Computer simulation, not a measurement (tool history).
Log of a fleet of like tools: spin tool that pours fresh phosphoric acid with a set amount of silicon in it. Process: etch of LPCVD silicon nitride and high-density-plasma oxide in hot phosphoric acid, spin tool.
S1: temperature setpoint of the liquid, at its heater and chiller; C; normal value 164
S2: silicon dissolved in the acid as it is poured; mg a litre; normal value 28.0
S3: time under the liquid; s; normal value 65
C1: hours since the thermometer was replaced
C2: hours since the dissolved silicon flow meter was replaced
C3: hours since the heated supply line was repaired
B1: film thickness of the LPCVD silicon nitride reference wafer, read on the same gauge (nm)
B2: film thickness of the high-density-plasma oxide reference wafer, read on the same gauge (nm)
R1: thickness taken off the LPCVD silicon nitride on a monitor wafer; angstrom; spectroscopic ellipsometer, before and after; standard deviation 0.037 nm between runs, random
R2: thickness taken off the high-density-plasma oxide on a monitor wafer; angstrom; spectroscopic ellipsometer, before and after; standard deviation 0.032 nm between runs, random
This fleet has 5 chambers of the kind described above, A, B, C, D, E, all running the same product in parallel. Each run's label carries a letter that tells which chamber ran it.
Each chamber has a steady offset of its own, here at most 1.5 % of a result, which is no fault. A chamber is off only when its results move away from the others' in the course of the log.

run	hour	S1	S2	S3	C1	C2	C3	B1	B2	R1	R2
1D	4.8	164	28.0	65	553.5	377.7	198.2	29.997	59.982	69.099	1.6062
2C	7.8	164	28.0	65	984.6	603.5	1382.1	30.035	60.067	69.360	1.8373
3B	14.2	164	28.0	65	585.5	1207.2	496.6	30.040	59.971	69.474	1.7287
4A	19.4	164	28.0	65	1181.1	451.4	49.2	30.045	59.993	68.920	1.7213
5E	23.3	164	28.0	65	2198.2	1476.8	457.3	29.996	59.982	68.641	1.9713
6C	29.4	164	28.0	90	1006.2	625.1	1403.7	29.989	59.965	95.692	2.0883
7B	34.5	164	28.0	90	605.8	1227.5	516.9	29.955	60.042	95.039	2.0697
8D	38.7	164	28.0	90	587.4	411.6	232.1	30.013	59.984	95.289	1.9744
9E	43.0	164	28.0	90	2217.9	1496.5	477.0	30.004	60.002	95.340	2.1884
10A	46.4	164	28.0	90	1208.1	478.4	76.2	30.022	59.950	95.723	1.7726
11D	51.2	164	28.0	65	599.9	424.1	244.6	30.034	59.992	69.111	1.6345
12A	54.3	164	28.0	65	1216.0	486.3	84.1	30.002	60.043	69.185	1.4640
13E	60.1	164	28.0	65	2235.0	1513.6	494.1	30.033	59.973	68.639	1.5536
14C	66.6	164	28.0	65	1043.4	662.3	1440.9	29.991	59.973	68.653	1.6842
15B	70.4	164	28.0	65	641.7	1263.4	552.8	29.982	60.034	68.715	1.3948
16C	75.5	166	28.0	90	1052.3	671.2	1449.8	29.992	59.969	102.800	2.7545
17E	80.1	166	28.0	90	2255.0	1533.6	514.1	30.003	59.929	102.070	2.6027
18A	84.5	166	28.0	90	1246.2	516.5	114.3	30.020	60.012	100.920	1.5652
19D	88.1	166	28.0	90	636.8	461.0	281.5	30.013	60.038	101.780	2.2021
20B	93.0	166	28.0	90	664.3	1286.0	575.4	29.945	60.008	102.750	2.6338
21A	97.4	164	8.0	65	1259.1	529.4	127.2	30.011	60.037	68.830	2.4678
22B	101.5	164	8.0	65	672.8	1294.5	583.9	30.013	59.953	69.566	3.0883
23C	106.3	164	8.0	65	1083.1	702.0	1480.6	29.989	59.982	69.291	2.2802
24D	113.0	164	8.0	65	661.7	485.9	306.4	30.002	60.010	68.935	4.2357
25E	118.0	164	8.0	65	2292.9	1571.5	552.0	29.961	59.999	68.946	3.0079
26C	123.6	164	28.0	65	1100.4	719.3	1497.9	29.965	60.029	68.380	1.6950
27A	129.8	164	16.5	65	1291.5	561.8	159.6	29.999	60.069	69.074	2.3069
28E	135.7	164	16.5	65	2310.6	1589.2	569.7	30.037	60.039	69.013	1.8631
29D	140.3	164	16.5	65	689.0	513.2	333.7	29.986	60.036	68.355	2.5799
30B	146.9	164	16.5	65	718.2	1339.9	629.3	29.972	59.955	68.849	2.1540
31B	150.1	164	16.5	65	721.4	1343.1	632.5	30.004	59.992	69.735	1.6235
32A	156.0	164	28.0	65	1317.7	588.0	185.8	30.011	60.009	68.912	1.5246
33D	162.2	164	28.0	65	710.9	535.1	355.6	29.994	59.957	69.030	1.1911
34E	167.8	164	28.0	65	2342.7	1621.3	601.8	29.990	59.975	68.451	1.6609

One chamber off, gauge drift, or nothing amiss beyond the chambers' own small offsets? If it is a chamber, which one, and what is the likeliest cause?

Neither any chamber nor the gauge drifts; the chambers differ only by their own small, steady offsets.
